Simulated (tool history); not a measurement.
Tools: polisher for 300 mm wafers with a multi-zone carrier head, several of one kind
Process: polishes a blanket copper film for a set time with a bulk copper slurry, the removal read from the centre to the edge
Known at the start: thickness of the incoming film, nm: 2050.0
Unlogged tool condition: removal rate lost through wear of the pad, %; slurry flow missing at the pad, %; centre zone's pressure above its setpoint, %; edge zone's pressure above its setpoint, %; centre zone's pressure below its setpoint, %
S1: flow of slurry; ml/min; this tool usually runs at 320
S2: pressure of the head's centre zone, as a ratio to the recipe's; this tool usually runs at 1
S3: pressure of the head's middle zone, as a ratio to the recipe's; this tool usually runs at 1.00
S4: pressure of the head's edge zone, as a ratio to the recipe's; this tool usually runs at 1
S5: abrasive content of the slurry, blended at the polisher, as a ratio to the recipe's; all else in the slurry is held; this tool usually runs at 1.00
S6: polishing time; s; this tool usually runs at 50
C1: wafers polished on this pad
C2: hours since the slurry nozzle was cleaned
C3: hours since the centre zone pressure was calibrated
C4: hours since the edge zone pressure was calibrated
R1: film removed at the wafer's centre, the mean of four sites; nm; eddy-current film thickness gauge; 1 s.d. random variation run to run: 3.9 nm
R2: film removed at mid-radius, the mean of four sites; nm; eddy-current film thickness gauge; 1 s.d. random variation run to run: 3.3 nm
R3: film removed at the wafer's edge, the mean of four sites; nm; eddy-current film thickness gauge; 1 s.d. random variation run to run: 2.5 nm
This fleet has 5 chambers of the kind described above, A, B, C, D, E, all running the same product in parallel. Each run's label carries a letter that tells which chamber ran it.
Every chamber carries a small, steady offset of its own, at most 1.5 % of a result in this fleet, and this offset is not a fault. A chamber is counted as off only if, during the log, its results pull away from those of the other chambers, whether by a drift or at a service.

At hour 8.5: chamber B: edge zone pressure recalibrated.
Run 1B, hour 9.9: usual settings; C1 551; C2 452.1; C3 615.9; C4 1.5. Result: R1 347.36 nm, R2 338.31 nm, R3 339.30 nm.
Run 2D, hour 18.1: usual settings; C1 585; C2 230.3; C3 154.9; C4 97.6. Result: R1 334.41 nm, R2 342.42 nm, R3 340.43 nm.
At hour 21.2: chamber E: edge zone pressure recalibrated.
At hour 26.3: chamber A: worn pad replaced by a new one.
Run 3A, hour 27.1: usual settings; C1 9; C2 152.9; C3 1077.7; C4 1336.9. Result: R1 345.13 nm, R2 334.26 nm, R3 336.58 nm.
At hour 32.6: chamber C: worn pad replaced by a new one.
At hour 41.3: chamber B: worn pad replaced by a new one.
Run 4E, hour 41.3: usual settings; C1 668; C2 119.3; C3 882.1; C4 20.2. Result: R1 341.88 nm, R2 338.14 nm, R3 332.59 nm.
Run 5C, hour 49.5: usual settings; C1 195; C2 314.2; C3 737.0; C4 570.3. Result: R1 338.38 nm, R2 334.98 nm, R3 336.57 nm.
At hour 50.9: chamber E: worn pad replaced by a new one.
At hour 51.9: chamber D: slurry nozzle cleaned.
Run 6D, hour 57.1: usual settings; C1 1036; C2 5.3; C3 193.9; C4 136.6. Result: R1 328.04 nm, R2 340.89 nm, R3 337.51 nm.
Run 7C, hour 64.8: usual settings; C1 372; C2 329.5; C3 752.3; C4 585.6. Result: R1 332.41 nm, R2 336.22 nm, R3 334.14 nm.
Run 8B, hour 77.8: usual settings; C1 422; C2 520.0; C3 683.8; C4 69.4. Result: R1 332.05 nm, R2 342.86 nm, R3 341.66 nm.
Run 9E, hour 88.9: usual settings; C1 439; C2 166.9; C3 929.7; C4 67.8. Result: R1 338.76 nm, R2 339.49 nm, R3 334.65 nm.
Run 10A, hour 100.5: usual settings; C1 857; C2 226.3; C3 1151.1; C4 1410.3. Result: R1 339.44 nm, R2 335.76 nm, R3 335.40 nm.
At hour 102.0: chamber D: worn pad replaced by a new one.
Run 11E, hour 111.4: usual settings; C1 699; C2 189.4; C3 952.2; C4 90.3. Result: R1 342.49 nm, R2 341.52 nm, R3 333.74 nm.
At hour 115.3: chamber A: edge zone pressure recalibrated.
At hour 118.6: chamber A: worn pad replaced by a new one.
At hour 121.1: chamber E: worn pad replaced by a new one.
Run 12B, hour 124.8: usual settings; C1 964; C2 567.0; C3 730.8; C4 116.4. Result: R1 342.32 nm, R2 344.95 nm, R3 339.28 nm.
At hour 128.2: chamber B: worn pad replaced by a new one.
Run 13D, hour 139.2: usual settings; C1 430; C2 87.4; C3 276.0; C4 218.7. Result: R1 333.42 nm, R2 341.93 nm, R3 340.44 nm.
Run 14C, hour 146.6: usual settings; C1 1317; C2 411.3; C3 834.1; C4 667.4. Result: R1 334.14 nm, R2 336.71 nm, R3 333.86 nm.
Run 15A, hour 154.3: usual settings; C1 413; C2 280.1; C3 1204.9; C4 39.1. Result: R1 343.85 nm, R2 340.67 nm, R3 335.67 nm.
Run 16A, hour 163.0: usual settings; C1 513; C2 288.8; C3 1213.6; C4 47.8. Result: R1 340.13 nm, R2 341.85 nm, R3 335.54 nm.
At hour 167.6: chamber C: worn pad replaced by a new one.
Run 17E, hour 175.1: usual settings; C1 623; C2 253.1; C3 1015.9; C4 154.0. Result: R1 330.45 nm, R2 338.89 nm, R3 331.01 nm.
Run 18B, hour 187.1: usual settings but S1 270 ml/min; C1 680; C2 629.3; C3 793.1; C4 178.7. Result: R1 340.10 nm, R2 336.28 nm, R3 334.94 nm.
Run 19C, hour 196.3: usual settings but S1 270 ml/min; C1 332; C2 461.0; C3 883.8; C4 717.1. Result: R1 329.98 nm, R2 332.86 nm, R3 333.17 nm.
At hour 196.4: chamber E: worn pad replaced by a new one.
Run 20D, hour 207.4: usual settings but S1 270 ml/min; C1 1218; C2 155.6; C3 344.2; C4 286.9. Result: R1 327.97 nm, R2 331.95 nm, R3 332.18 nm.
At hour 209.6: chamber D: worn pad replaced by a new one.
Run 21E, hour 215.1: usual settings but S1 270 ml/min; C1 217; C2 293.1; C3 1055.9; C4 194.0. Result: R1 328.17 nm, R2 337.81 nm, R3 331.15 nm.
At hour 217.5: chamber A: worn pad replaced by a new one.
At hour 223.5: chamber B: worn pad replaced by a new one.
Run 22C, hour 225.9: usual settings but S1 270 ml/min; C1 674; C2 490.6; C3 913.4; C4 746.7. Result: R1 328.11 nm, R2 325.38 nm, R3 327.82 nm.
Run 23D, hour 232.9: usual settings but S3 0.93, S5 0.85; C1 269; C2 181.1; C3 369.7; C4 312.4. Result: R1 325.15 nm, R2 303.36 nm, R3 328.16 nm.
Run 24A, hour 242.8: usual settings but S3 0.93, S5 0.85; C1 292; C2 368.6; C3 1293.4; C4 127.6. Result: R1 331.35 nm, R2 304.95 nm, R3 326.16 nm.
At hour 245.7: chamber A: centre zone pressure recalibrated.
At hour 246.3: chamber E: centre zone pressure recalibrated.
Run 25B, hour 249.7: usual settings but S3 0.93, S5 0.85; C1 302; C2 691.9; C3 855.7; C4 241.3. Result: R1 328.15 nm, R2 310.07 nm, R3 323.41 nm.
Run 26B, hour 263.5: usual settings but S3 0.93, S5 0.85; C1 462; C2 705.7; C3 869.5; C4 255.1. Result: R1 331.73 nm, R2 305.10 nm, R3 331.95 nm.
At hour 265.0: chamber E: worn pad replaced by a new one.
Run 27D, hour 270.3: usual settings but S3 0.93, S5 0.85; C1 701; C2 218.5; C3 407.1; C4 349.8. Result: R1 327.88 nm, R2 302.96 nm, R3 324.17 nm.
At hour 278.7: chamber D: edge zone pressure recalibrated.
Run 28E, hour 279.1: usual settings; C1 163; C2 357.1; C3 32.9; C4 258.0. Result: R1 302.55 nm, R2 340.10 nm, R3 335.39 nm.
Run 29C, hour 286.5: usual settings; C1 1374; C2 551.2; C3 974.0; C4 807.3. Result: R1 334.05 nm, R2 332.39 nm, R3 334.52 nm.
At hour 290.0: chamber C: worn pad replaced by a new one.
At hour 291.4: chamber B: centre zone pressure recalibrated.
At hour 291.7: chamber A: slurry nozzle cleaned.
Run 30A, hour 296.4: usual settings but S1 405 ml/min, S3 0.94; C1 911; C2 4.8; C3 50.7; C4 181.2. Result: R1 355.32 nm, R2 324.68 nm, R3 338.57 nm.
At hour 298.6: chamber D: slurry nozzle cleaned.
At hour 301.1: chamber B: worn pad replaced by a new one.
Run 31D, hour 305.0: usual settings but S1 405 ml/min, S3 0.94; C1 1102; C2 6.5; C3 441.8; C4 26.3. Result: R1 339.66 nm, R2 327.69 nm, R3 348.94 nm.
At hour 312.4: chamber C: edge zone pressure recalibrated.
At hour 313.6: chamber C: slurry nozzle cleaned.
Run 32E, hour 317.0: usual settings but S1 405 ml/min, S3 0.94; C1 601; C2 395.0; C3 70.8; C4 295.9. Result: R1 301.84 nm, R2 327.85 nm, R3 343.34 nm.
At hour 320.2: chamber C: centre zone pressure recalibrated.
At hour 323.5: chamber A: worn pad replaced by a new one.
At hour 324.8: chamber B: slurry nozzle cleaned.
Run 33C, hour 329.4: usual settings but S1 405 ml/min, S3 0.94; C1 455; C2 15.8; C3 9.2; C4 17.0. Result: R1 337.13 nm, R2 326.37 nm, R3 340.43 nm.
At hour 335.9: chamber E: worn pad replaced by a new one.
Run 34A, hour 336.6: usual settings but S1 405 ml/min, S3 0.94; C1 151; C2 45.0; C3 90.9; C4 221.4. Result: R1 358.22 nm, R2 330.41 nm, R3 339.36 nm.
Run 35B, hour 347.8: usual settings; C1 539; C2 23.1; C3 56.5; C4 339.4. Result: R1 342.97 nm, R2 341.05 nm, R3 337.89 nm.
Run 36E, hour 355.0: usual settings; C1 220; C2 433.0; C3 108.8; C4 333.9. Result: R1 296.36 nm, R2 334.86 nm, R3 334.48 nm.
Run 37C, hour 365.5: usual settings; C1 872; C2 51.9; C3 45.3; C4 53.1. Result: R1 334.43 nm, R2 340.85 nm, R3 333.28 nm.
Run 38A, hour 377.1: usual settings; C1 619; C2 85.5; C3 131.4; C4 261.9. Result: R1 344.21 nm, R2 335.23 nm, R3 335.79 nm.
At hour 377.2: chamber B: worn pad replaced by a new one.
Run 39B, hour 384.3: usual settings; C1 82; C2 59.6; C3 93.0; C4 375.9. Result: R1 332.25 nm, R2 343.14 nm, R3 339.35 nm.

Each of the 5 chambers runs these same settings next. Fill in every chamber's results:
Run 40A, hour 394.7: usual settings. Result: R1 ?, R2 ?, R3 ?.
Run 40B, hour 394.7: usual settings. Result: R1 ?, R2 ?, R3 ?.
Run 40C, hour 394.7: usual settings. Result: R1 ?, R2 ?, R3 ?.
Run 40D, hour 394.7: usual settings. Result: R1 ?, R2 ?, R3 ?.
Run 40E, hour 394.7: usual settings. Result: R1 ?, R2 ?, R3 ?.

run      R1      R2      R3
40A  337.64  342.67  338.46
40B  340.61  337.81  339.84
40C  338.47  334.22  337.72
40D  339.39  335.04  339.06
40E  296.97  340.05  330.97
